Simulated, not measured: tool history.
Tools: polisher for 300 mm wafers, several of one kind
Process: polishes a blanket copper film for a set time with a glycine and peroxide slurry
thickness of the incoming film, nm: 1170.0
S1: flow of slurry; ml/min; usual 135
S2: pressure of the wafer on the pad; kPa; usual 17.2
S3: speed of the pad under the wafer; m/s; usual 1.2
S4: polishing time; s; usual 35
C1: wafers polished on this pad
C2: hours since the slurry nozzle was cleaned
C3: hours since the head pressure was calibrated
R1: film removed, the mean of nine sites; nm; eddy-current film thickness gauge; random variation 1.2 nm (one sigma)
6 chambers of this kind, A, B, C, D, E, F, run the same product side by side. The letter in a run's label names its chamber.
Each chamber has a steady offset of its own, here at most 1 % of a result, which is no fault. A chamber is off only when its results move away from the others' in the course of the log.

{"day": 0.217, "done": "chamber C: worn pad replaced by a new one"}
{"run": "1E", "day": 0.25, "S1": 135, "S2": 17.2, "S3": 1.2, "S4": 35, "C1": 476, "C2": 265.5, "C3": 1062.5, "R1": 205.51}
{"day": 0.258, "done": "chamber F: worn pad replaced by a new one"}
{"run": "2C", "day": 0.45, "S1": 135, "S2": 17.2, "S3": 1.2, "S4": 35, "C1": 80, "C2": 105.2, "C3": 145.2, "R1": 201}
{"run": "3B", "day": 0.767, "S1": 135, "S2": 17.2, "S3": 1.2, "S4": 35, "C1": 640, "C2": 35.2, "C3": 627.4, "R1": 199.16}
{"run": "4D", "day": 0.988, "S1": 135, "S2": 17.2, "S3": 1.2, "S4": 35, "C1": 571, "C2": 121.4, "C3": 91.8, "R1": 202.24}
{"run": "5F", "day": 1.292, "S1": 100, "S2": 17.2, "S3": 1.2, "S4": 25, "C1": 352, "C2": 454.8, "C3": 973.5, "R1": 136.02}
{"day": 1.358, "done": "chamber B: worn pad replaced by a new one"}
{"day": 1.362, "done": "chamber A: worn pad replaced by a new one"}
{"run": "6A", "day": 1.621, "S1": 100, "S2": 17.2, "S3": 1.2, "S4": 25, "C1": 89, "C2": 518.8, "C3": 295.9, "R1": 137.29}
{"run": "7C", "day": 1.829, "S1": 100, "S2": 17.2, "S3": 1.2, "S4": 25, "C1": 550, "C2": 138.3, "C3": 178.3, "R1": 136.08}
{"run": "8F", "day": 2.058, "S1": 100, "S2": 17.2, "S3": 1.2, "S4": 25, "C1": 613, "C2": 473.2, "C3": 991.9, "R1": 134.63}
{"day": 2.138, "done": "chamber D: worn pad replaced by a new one"}
{"run": "9A", "day": 2.329, "S1": 100, "S2": 17.2, "S3": 1.2, "S4": 25, "C1": 330, "C2": 535.8, "C3": 312.9, "R1": 137.3}
{"day": 2.467, "done": "chamber E: worn pad replaced by a new one"}
{"run": "10D", "day": 2.492, "S1": 100, "S2": 17.2, "S3": 1.2, "S4": 25, "C1": 121, "C2": 157.5, "C3": 127.9, "R1": 136.06}
{"run": "11B", "day": 2.638, "S1": 135, "S2": 17.2, "S3": 1.2, "S4": 35, "C1": 436, "C2": 80.1, "C3": 672.3, "R1": 204.26}
{"day": 2.646, "done": "chamber C: worn pad replaced by a new one"}
{"day": 2.704, "done": "chamber F: slurry nozzle cleaned"}
{"run": "12E", "day": 2.825, "S1": 135, "S2": 17.2, "S3": 1.2, "S4": 35, "C1": 122, "C2": 327.3, "C3": 1124.3, "R1": 205.33}
{"day": 2.95, "done": "chamber A: head pressure recalibrated"}
{"run": "13B", "day": 3.008, "S1": 135, "S2": 17.2, "S3": 1.2, "S4": 35, "C1": 563, "C2": 89, "C3": 681.2, "R1": 202.12}
{"run": "14D", "day": 3.171, "S1": 135, "S2": 17.2, "S3": 1.2, "S4": 35, "C1": 352, "C2": 173.8, "C3": 144.2, "R1": 204.29}
{"run": "15A", "day": 3.338, "S1": 135, "S2": 17.2, "S3": 1.2, "S4": 35, "C1": 673, "C2": 560, "C3": 9.4, "R1": 202.55}
{"run": "16E", "day": 3.562, "S1": 135, "S2": 17.2, "S3": 1.2, "S4": 35, "C1": 374, "C2": 345, "C3": 1142, "R1": 205.2}
{"run": "17F", "day": 3.858, "S1": 135, "S2": 17.2, "S3": 1.2, "S4": 35, "C1": 1226, "C2": 27.7, "C3": 1035.1, "R1": 202.57}
{"day": 3.929, "done": "chamber F: worn pad replaced by a new one"}
{"run": "18C", "day": 4.196, "S1": 135, "S2": 17.2, "S3": 1.2, "S4": 35, "C1": 528, "C2": 195.1, "C3": 235.1, "R1": 201.33}
{"day": 4.45, "done": "chamber B: worn pad replaced by a new one"}
{"run": "19E", "day": 4.521, "S1": 135, "S2": 17.2, "S3": 1.2, "S4": 35, "C1": 700, "C2": 368, "C3": 1165, "R1": 205.23}
{"day": 4.646, "done": "chamber D: worn pad replaced by a new one"}
{"run": "20B", "day": 4.821, "S1": 135, "S2": 17.2, "S3": 1.2, "S4": 35, "C1": 126, "C2": 132.5, "C3": 724.7, "R1": 200}
{"day": 4.871, "done": "chamber C: worn pad replaced by a new one"}
{"day": 4.95, "done": "chamber C: slurry nozzle cleaned"}
{"run": "21C", "day": 5.004, "S1": 135, "S2": 12.4, "S3": 1.2, "S4": 35, "C1": 46, "C2": 1.4, "C3": 254.5, "R1": 153.39}
{"day": 5.179, "done": "chamber A: worn pad replaced by a new one"}
{"run": "22F", "day": 5.225, "S1": 135, "S2": 12.4, "S3": 1.2, "S4": 35, "C1": 441, "C2": 60.5, "C3": 1067.9, "R1": 156.22}
{"run": "23A", "day": 5.542, "S1": 135, "S2": 12.4, "S3": 1.2, "S4": 35, "C1": 124, "C2": 612.9, "C3": 62.3, "R1": 157.25}
{"run": "24D", "day": 5.788, "S1": 135, "S2": 12.4, "S3": 1.2, "S4": 35, "C1": 389, "C2": 236.6, "C3": 207, "R1": 154.36}
{"run": "25D", "day": 5.938, "S1": 135, "S2": 12.4, "S3": 1.2, "S4": 35, "C1": 440, "C2": 240.2, "C3": 210.6, "R1": 155.03}
{"run": "26C", "day": 6.125, "S1": 135, "S2": 12.4, "S3": 1.2, "S4": 35, "C1": 428, "C2": 28.3, "C3": 281.4, "R1": 151.93}
{"run": "27F", "day": 6.333, "S1": 135, "S2": 17.2, "S3": 1.2, "S4": 35, "C1": 819, "C2": 87.1, "C3": 1094.5, "R1": 201.73}
{"day": 6.504, "done": "chamber E: worn pad replaced by a new one"}
{"run": "28B", "day": 6.575, "S1": 135, "S2": 17.2, "S3": 1.2, "S4": 35, "C1": 724, "C2": 174.6, "C3": 766.8, "R1": 200.86}
{"run": "29E", "day": 6.729, "S1": 135, "S2": 17.2, "S3": 1.2, "S4": 35, "C1": 77, "C2": 421, "C3": 1218, "R1": 205.32}
{"run": "30A", "day": 6.946, "S1": 135, "S2": 17.2, "S3": 1.2, "S4": 35, "C1": 602, "C2": 646.6, "C3": 96, "R1": 201.89}
{"day": 7.104, "done": "chamber C: worn pad replaced by a new one"}
{"run": "31B", "day": 7.158, "S1": 135, "S2": 17.2, "S3": 1.2, "S4": 35, "C1": 922, "C2": 188.6, "C3": 780.8, "R1": 201.32}
{"day": 7.179, "done": "chamber B: worn pad replaced by a new one"}
{"day": 7.229, "done": "chamber D: worn pad replaced by a new one"}
{"run": "32E", "day": 7.429, "S1": 170, "S2": 13.8, "S3": 1.2, "S4": 35, "C1": 315, "C2": 437.8, "C3": 1234.8, "R1": 174.56}
{"day": 7.512, "done": "chamber F: head pressure recalibrated"}
{"day": 7.558, "done": "chamber F: worn pad replaced by a new one"}
{"run": "33A", "day": 7.683, "S1": 170, "S2": 13.8, "S3": 1.2, "S4": 35, "C1": 853, "C2": 664.3, "C3": 113.7, "R1": 176.9}
{"run": "34D", "day": 7.871, "S1": 170, "S2": 13.8, "S3": 1.2, "S4": 35, "C1": 219, "C2": 286.6, "C3": 257, "R1": 175.41}
{"run": "35C", "day": 8.104, "S1": 170, "S2": 13.8, "S3": 1.2, "S4": 35, "C1": 341, "C2": 75.8, "C3": 328.9, "R1": 167.52}
{"run": "36F", "day": 8.4, "S1": 170, "S2": 13.8, "S3": 1.2, "S4": 35, "C1": 286, "C2": 136.7, "C3": 21.3, "R1": 173.28}
{"run": "37E", "day": 8.579, "S1": 170, "S2": 13.8, "S3": 1.2, "S4": 35, "C1": 707, "C2": 465.4, "C3": 1262.4, "R1": 177.95}
{"run": "38A", "day": 8.917, "S1": 135, "S2": 17.2, "S3": 1.2, "S4": 35, "C1": 1273, "C2": 693.9, "C3": 143.3, "R1": 206.52}
{"run": "39B", "day": 9.175, "S1": 170, "S2": 11.7, "S3": 1.2, "S4": 35, "C1": 680, "C2": 237, "C3": 829.2, "R1": 153.79}
{"run": "40D", "day": 9.333, "S1": 170, "S2": 11.7, "S3": 1.2, "S4": 35, "C1": 717, "C2": 321.7, "C3": 292.1, "R1": 152.71}
{"day": 9.592, "done": "chamber C: worn pad replaced by a new one"}
{"run": "41C", "day": 9.642, "S1": 170, "S2": 11.7, "S3": 1.2, "S4": 35, "C1": 17, "C2": 112.7, "C3": 365.8, "R1": 147.93}
{"run": "42F", "day": 9.971, "S1": 170, "S2": 11.7, "S3": 1.2, "S4": 35, "C1": 822, "C2": 174.4, "C3": 59, "R1": 153.93}

All 6 chambers run these settings next. Forecast each chamber's results:
{"run": "43A", "day": 10.212, "S1": 135, "S2": 17.2, "S3": 1.2, "S4": 35, "R1": "?"}
{"run": "43B", "day": 10.212, "S1": 135, "S2": 17.2, "S3": 1.2, "S4": 35, "R1": "?"}
{"run": "43C", "day": 10.212, "S1": 135, "S2": 17.2, "S3": 1.2, "S4": 35, "R1": "?"}
{"run": "43D", "day": 10.212, "S1": 135, "S2": 17.2, "S3": 1.2, "S4": 35, "R1": "?"}
{"run": "43E", "day": 10.212, "S1": 135, "S2": 17.2, "S3": 1.2, "S4": 35, "R1": "?"}
{"run": "43F", "day": 10.212, "S1": 135, "S2": 17.2, "S3": 1.2, "S4": 35, "R1": "?"}

run=43A R1=203.01
run=43B R1=200.47
run=43C R1=188.17
run=43D R1=202.33
run=43E R1=204.09
run=43F R1=204.04
